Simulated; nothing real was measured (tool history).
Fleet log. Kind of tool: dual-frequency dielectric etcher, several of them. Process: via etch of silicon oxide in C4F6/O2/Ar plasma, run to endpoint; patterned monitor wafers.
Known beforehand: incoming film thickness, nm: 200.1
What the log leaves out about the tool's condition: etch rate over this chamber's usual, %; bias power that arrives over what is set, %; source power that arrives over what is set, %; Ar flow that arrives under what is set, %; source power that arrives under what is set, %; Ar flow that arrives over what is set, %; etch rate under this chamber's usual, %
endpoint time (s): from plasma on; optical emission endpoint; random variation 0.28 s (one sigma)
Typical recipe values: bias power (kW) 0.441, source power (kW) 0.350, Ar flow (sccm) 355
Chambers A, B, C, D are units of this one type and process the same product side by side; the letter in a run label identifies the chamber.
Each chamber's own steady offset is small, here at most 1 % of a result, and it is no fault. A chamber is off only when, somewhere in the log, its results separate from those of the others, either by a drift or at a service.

run,hour,bias power (kW),source power (kW),Ar flow (sccm),hours since the last wet clean,hours since the last bias power generator calibration,hours since the last source power generator calibration,hours since the last Ar flow controller change,endpoint time (s)
1D,4.0,0.441,0.350,355,152.6,1677.3,894.3,2693.9,49.954
2A,8.2,0.441,0.350,355,37.5,98.6,957.8,1541.3,48.909
3B,10.4,0.441,0.350,355,325.1,3711.6,4045.6,1545.7,49.751
4C,14.7,0.441,0.350,355,251.8,774.0,501.8,3486.6,49.947
5B,18.4,0.441,0.350,355,333.1,3719.6,4053.6,1553.7,49.520
6C,21.0,0.401,0.350,323,258.1,780.3,508.1,3492.9,50.700
7A,24.7,0.401,0.350,323,54.0,115.1,974.3,1557.8,50.065
8D,27.6,0.401,0.350,323,176.2,1700.9,917.9,2717.5,50.860
9D,30.1,0.401,0.350,323,178.7,1703.4,920.4,2720.0,51.565
10C,33.3,0.441,0.350,355,270.4,792.6,520.4,3505.2,49.341
11B,36.0,0.441,0.350,355,350.7,3737.2,4071.2,1571.3,50.030
12A,40.1,0.441,0.350,355,69.4,130.5,989.7,1573.2,49.150
13D,43.2,0.441,0.350,355,191.8,1716.5,933.5,2733.1,50.613
14A,46.4,0.441,0.350,355,75.7,136.8,996.0,1579.5,48.985
15C,50.8,0.441,0.350,355,287.9,810.1,537.9,3522.7,49.389
16B,53.4,0.441,0.350,355,368.1,3754.6,4088.6,1588.7,49.428
17C,56.4,0.441,0.350,355,293.5,815.7,543.5,3528.3,49.016
18D,59.8,0.441,0.350,355,208.4,1733.1,950.1,2749.7,50.499
19B,61.8,0.441,0.350,355,376.5,3763.0,4097.0,1597.1,49.541
20A,65.6,0.441,0.350,355,94.9,156.0,1015.2,1598.7,49.166
21C,68.8,0.441,0.350,355,305.9,828.1,555.9,3540.7,49.840
22D,72.5,0.441,0.350,355,221.1,1745.8,962.8,2762.4,51.244
23B,74.6,0.441,0.350,355,389.3,3775.8,4109.8,1609.9,49.645
24A,77.1,0.441,0.350,319,106.4,167.5,1026.7,1610.2,48.795
25B,80.4,0.441,0.350,319,395.1,3781.6,4115.6,1615.7,48.951
26C,84.9,0.441,0.350,319,322.0,844.2,572.0,3556.8,49.162
27D,87.1,0.441,0.350,319,235.7,1760.4,977.4,2777.0,50.522
28A,90.1,0.441,0.350,355,119.4,180.5,1039.7,1623.2,49.118
29C,92.3,0.441,0.350,355,329.4,851.6,579.4,3564.2,49.867
30B,96.5,0.441,0.380,355,411.2,3797.7,4131.7,1631.8,48.393
31D,99.8,0.441,0.380,355,248.4,1773.1,990.1,2789.7,50.070
32A,104.0,0.441,0.380,355,133.3,194.4,1053.6,1637.1,47.572
33C,107.3,0.441,0.380,355,344.4,866.6,594.4,3579.2,47.974
34A,109.6,0.441,0.350,355,138.9,200.0,1059.2,1642.7,49.525
35D,112.9,0.441,0.350,355,261.5,1786.2,1003.2,2802.8,51.333
36B,117.0,0.441,0.350,355,431.7,3818.2,4152.2,1652.3,49.655
37D,119.5,0.441,0.350,396,268.1,1792.8,1009.8,2809.4,52.810
38A,123.0,0.441,0.350,396,152.3,213.4,1072.6,1656.1,49.138
39C,127.4,0.441,0.350,396,364.5,886.7,614.5,3599.3,50.361
40B,131.9,0.441,0.350,396,446.6,3833.1,4167.1,1667.2,50.331

Is one chamber out of step, is the gauge drifting, or do the chambers differ by no more than their own small offsets? For an off chamber, give its letter and the likeliest cause.

Little by little, chamber D moves away from the other chambers.
Most likely cause: etch rate under this chamber's usual, % = 5.2.

Chamber D could run next with any of the 4 candidate recipes listed below; each alters the usual settings, and their results appear as question marks. Which one brings its results back in line with what the other chambers deliver on the usual settings?
In line means no further than this from the other chambers' mean on the usual settings: endpoint time (s) 0.970
41D-1,135.3,0.407,0.320,355,,,,,?
41D-2,135.3,0.509,0.410,338,,,,,?
41D-3,135.3,0.441,0.250,355,,,,,?
41D-4,135.3,0.473,0.380,347,,,,,?

The other chambers' mean on the usual settings: endpoint time (s) 49.409
run,endpoint time (s)
41D-1,55.740
41D-2,46.560
41D-3,59.148
41D-4,49.359
41D-4 brings the chamber back in line.
